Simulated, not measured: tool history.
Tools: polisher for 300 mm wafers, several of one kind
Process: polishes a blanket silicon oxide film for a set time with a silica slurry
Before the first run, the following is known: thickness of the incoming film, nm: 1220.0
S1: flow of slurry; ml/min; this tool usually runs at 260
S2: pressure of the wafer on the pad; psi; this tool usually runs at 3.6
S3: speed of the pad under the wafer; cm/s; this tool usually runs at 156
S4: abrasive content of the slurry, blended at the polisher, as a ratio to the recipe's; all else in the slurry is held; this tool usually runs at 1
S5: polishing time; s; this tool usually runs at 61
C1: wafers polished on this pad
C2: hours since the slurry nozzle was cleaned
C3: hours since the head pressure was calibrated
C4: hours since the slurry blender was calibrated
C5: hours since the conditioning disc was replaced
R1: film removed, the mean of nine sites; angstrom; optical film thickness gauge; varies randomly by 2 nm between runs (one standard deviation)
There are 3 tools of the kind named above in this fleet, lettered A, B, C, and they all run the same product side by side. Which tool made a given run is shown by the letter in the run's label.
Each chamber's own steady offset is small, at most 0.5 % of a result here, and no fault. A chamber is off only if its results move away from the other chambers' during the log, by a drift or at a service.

Run 1C, hour 3: usual settings; C1 208; C2 307.5; C3 272.9; C4 146.2; C5 441.2. Result: R1 1985.2 angstrom.
Run 2A, hour 7.2: usual settings; C1 54; C2 116.2; C3 359; C4 209.2; C5 98.6. Result: R1 1968 angstrom.
Run 3B, hour 13.6: usual settings; C1 314; C2 343.1; C3 333.1; C4 65.5; C5 21.8. Result: R1 1945.9 angstrom.
At hour 15.4: chamber C: conditioning disc replaced and pad reconditioned.
Run 4C, hour 18.2: usual settings; C1 309; C2 322.7; C3 288.1; C4 161.4; C5 2.9. Result: R1 1982.1 angstrom.
Run 5A, hour 21.8: usual settings; C1 152; C2 130.8; C3 373.6; C4 223.8; C5 113.2. Result: R1 2008.5 angstrom.
At hour 22.2: chamber C: slurry blender recalibrated.
Run 6B, hour 28.2: usual settings; C1 411; C2 357.7; C3 347.7; C4 80.1; C5 36.4. Result: R1 1929 angstrom.
Run 7A, hour 34.1: usual settings; C1 234; C2 143.1; C3 385.9; C4 236.1; C5 125.5. Result: R1 1980 angstrom.
Run 8C, hour 40.2: usual settings; C1 456; C2 344.7; C3 310.1; C4 18.1; C5 24.9. Result: R1 2007.8 angstrom.
Run 9B, hour 43.8: usual settings but S3 134 cm/s; C1 515; C2 373.3; C3 363.3; C4 95.7; C5 52. Result: R1 1745.1 angstrom.
Run 10A, hour 46.8: usual settings but S3 134 cm/s; C1 318; C2 155.8; C3 398.6; C4 248.8; C5 138.2. Result: R1 1758 angstrom.
At hour 50.2: chamber B: worn pad replaced by a new one.
Run 11B, hour 50.9: usual settings but S3 134 cm/s; C1 5; C2 380.4; C3 370.4; C4 102.8; C5 59.1. Result: R1 1742.2 angstrom.
Run 12C, hour 55.4: usual settings; C1 557; C2 359.9; C3 325.3; C4 33.3; C5 40.1. Result: R1 2044.6 angstrom.
At hour 58.4: chamber B: head pressure recalibrated.
Run 13A, hour 58.8: usual settings; C1 398; C2 167.8; C3 410.6; C4 260.8; C5 150.2. Result: R1 1973.9 angstrom.
Run 14B, hour 63.8: usual settings; C1 91; C2 393.3; C3 5.4; C4 115.7; C5 72. Result: R1 1997.6 angstrom.
At hour 66.5: chamber B: slurry blender recalibrated.
Run 15C, hour 68.3: usual settings; C1 643; C2 372.8; C3 338.2; C4 46.2; C5 53. Result: R1 2081.6 angstrom.
Run 16A, hour 72.1: usual settings; C1 487; C2 181.1; C3 423.9; C4 274.1; C5 163.5. Result: R1 1971.5 angstrom.
At hour 77: chamber A: conditioning disc replaced and pad reconditioned.
Run 17C, hour 77.2: usual settings; C1 702; C2 381.7; C3 347.1; C4 55.1; C5 61.9. Result: R1 2069.1 angstrom.
Run 18B, hour 82.8: usual settings; C1 217; C2 412.3; C3 24.4; C4 16.4; C5 91. Result: R1 1966.3 angstrom.
Run 19A, hour 89.4: usual settings but S2 4.5 psi, S5 41 s; C1 602; C2 198.4; C3 441.2; C4 291.4; C5 12.4. Result: R1 1683.4 angstrom.
Run 20C, hour 93.1: usual settings but S2 4.5 psi, S5 41 s; C1 808; C2 397.6; C3 363; C4 71; C5 77.8. Result: R1 1787.7 angstrom.
Run 21B, hour 97.3: usual settings but S2 4.5 psi, S5 41 s; C1 314; C2 426.8; C3 38.9; C4 30.9; C5 105.5. Result: R1 1623.9 angstrom.

Next, every chamber runs the same settings. What will each give?
Run 22A, hour 102.1: usual settings but S4 1.2. Result: R1 ?.
Run 22B, hour 102.1: usual settings but S4 1.2. Result: R1 ?.
Run 22C, hour 102.1: usual settings but S4 1.2. Result: R1 ?.

run      R1
22A  2129.2
22B  2148.6
22C  2338.1
